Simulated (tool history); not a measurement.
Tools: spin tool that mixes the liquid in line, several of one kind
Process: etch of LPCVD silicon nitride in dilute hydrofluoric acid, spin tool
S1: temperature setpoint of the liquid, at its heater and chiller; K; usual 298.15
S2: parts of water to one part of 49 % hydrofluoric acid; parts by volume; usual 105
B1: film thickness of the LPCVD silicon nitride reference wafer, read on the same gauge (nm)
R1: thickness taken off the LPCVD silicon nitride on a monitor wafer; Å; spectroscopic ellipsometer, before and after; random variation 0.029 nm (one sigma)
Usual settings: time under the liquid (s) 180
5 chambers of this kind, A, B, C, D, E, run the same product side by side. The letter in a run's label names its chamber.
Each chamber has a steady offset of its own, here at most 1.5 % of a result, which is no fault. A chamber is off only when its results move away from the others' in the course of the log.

run 1B hour=7.6 | S1=298.15 S2=105 time_under_the_liquid_(s)=180 | B1=39.981 | R1=7.9450
run 2C hour=22.5 | S1=298.15 S2=105 time_under_the_liquid_(s)=180 | B1=40.015 | R1=7.6793
run 3E hour=31.9 | S1=298.15 S2=105 time_under_the_liquid_(s)=180 | B1=40.029 | R1=8.3538
run 4D hour=43.6 | S1=298.15 S2=105 time_under_the_liquid_(s)=180 | B1=39.988 | R1=7.6887
run 5A hour=59.0 | S1=298.15 S2=105 time_under_the_liquid_(s)=180 | B1=39.965 | R1=8.1197
run 6B hour=74.2 | S1=295.15 S2=105 time_under_the_liquid_(s)=180 | B1=40.038 | R1=6.7653
run 7E hour=84.9 | S1=295.15 S2=105 time_under_the_liquid_(s)=180 | B1=39.996 | R1=6.2511
run 8A hour=96.6 | S1=295.15 S2=105 time_under_the_liquid_(s)=180 | B1=39.961 | R1=7.0004
run 9D hour=108.4 | S1=295.15 S2=105 time_under_the_liquid_(s)=180 | B1=40.017 | R1=6.3472
run 10C hour=120.1 | S1=295.15 S2=105 time_under_the_liquid_(s)=180 | B1=39.995 | R1=6.7025
run 11B hour=128.4 | S1=298.15 S2=105 time_under_the_liquid_(s)=180 | B1=40.001 | R1=8.2368
run 12E hour=141.5 | S1=298.15 S2=105 time_under_the_liquid_(s)=180 | B1=39.994 | R1=8.0374
run 13C hour=153.1 | S1=298.15 S2=105 time_under_the_liquid_(s)=180 | B1=40.005 | R1=7.6825
run 14A hour=168.2 | S1=298.15 S2=105 time_under_the_liquid_(s)=180 | B1=39.985 | R1=7.4857
run 15D hour=180.7 | S1=298.15 S2=105 time_under_the_liquid_(s)=180 | B1=39.989 | R1=8.1589
run 16B hour=195.0 | S1=298.15 S2=105 time_under_the_liquid_(s)=180 | B1=39.963 | R1=8.1193
run 17A hour=203.1 | S1=298.15 S2=105 time_under_the_liquid_(s)=180 | B1=40.001 | R1=7.6535
run 18C hour=216.7 | S1=298.15 S2=105 time_under_the_liquid_(s)=180 | B1=40.000 | R1=8.1329
run 19D hour=229.5 | S1=295.15 S2=105 time_under_the_liquid_(s)=270 | B1=39.993 | R1=9.3404
run 20E hour=242.4 | S1=295.15 S2=105 time_under_the_liquid_(s)=270 | B1=40.020 | R1=10.3340
run 21A hour=254.2 | S1=295.15 S2=105 time_under_the_liquid_(s)=270 | B1=40.000 | R1=9.3640
run 22D hour=261.0 | S1=295.15 S2=105 time_under_the_liquid_(s)=270 | B1=40.024 | R1=9.6983
run 23B hour=273.7 | S1=295.15 S2=105 time_under_the_liquid_(s)=270 | B1=40.041 | R1=9.3011
run 24E hour=282.3 | S1=298.15 S2=105 time_under_the_liquid_(s)=180 | B1=40.002 | R1=7.8160
run 25C hour=296.7 | S1=298.15 S2=80 time_under_the_liquid_(s)=100 | B1=39.991 | R1=5.6931
run 26D hour=304.5 | S1=298.15 S2=80 time_under_the_liquid_(s)=100 | B1=39.969 | R1=5.3251
run 27C hour=313.3 | S1=298.15 S2=80 time_under_the_liquid_(s)=100 | B1=39.986 | R1=5.9525
-- hour=313.5 chamber C: hydrofluoric acid flow meter replaced
run 28B hour=320.4 | S1=298.15 S2=80 time_under_the_liquid_(s)=100 | B1=39.997 | R1=5.6072
run 29E hour=329.8 | S1=298.15 S2=80 time_under_the_liquid_(s)=100 | B1=39.990 | R1=6.0053
run 30A hour=344.8 | S1=298.15 S2=125 time_under_the_liquid_(s)=180 | B1=40.010 | R1=7.0023
run 31A hour=357.9 | S1=298.15 S2=125 time_under_the_liquid_(s)=180 | B1=40.022 | R1=6.6599
run 32B hour=373.1 | S1=298.15 S2=125 time_under_the_liquid_(s)=180 | B1=39.996 | R1=6.2925
-- hour=376.6 chamber D: hydrofluoric acid flow meter replaced
run 33C hour=387.3 | S1=298.15 S2=125 time_under_the_liquid_(s)=180 | B1=40.008 | R1=7.1213
run 34D hour=402.2 | S1=298.15 S2=125 time_under_the_liquid_(s)=180 | B1=40.006 | R1=6.9895

What goes on in this fleet: one chamber off, a drifting gauge, or nothing beyond the chambers' own small offsets? Name the chamber and the cause, if any.

No chamber stands off beyond its own small offset, and the gauge holds steady.
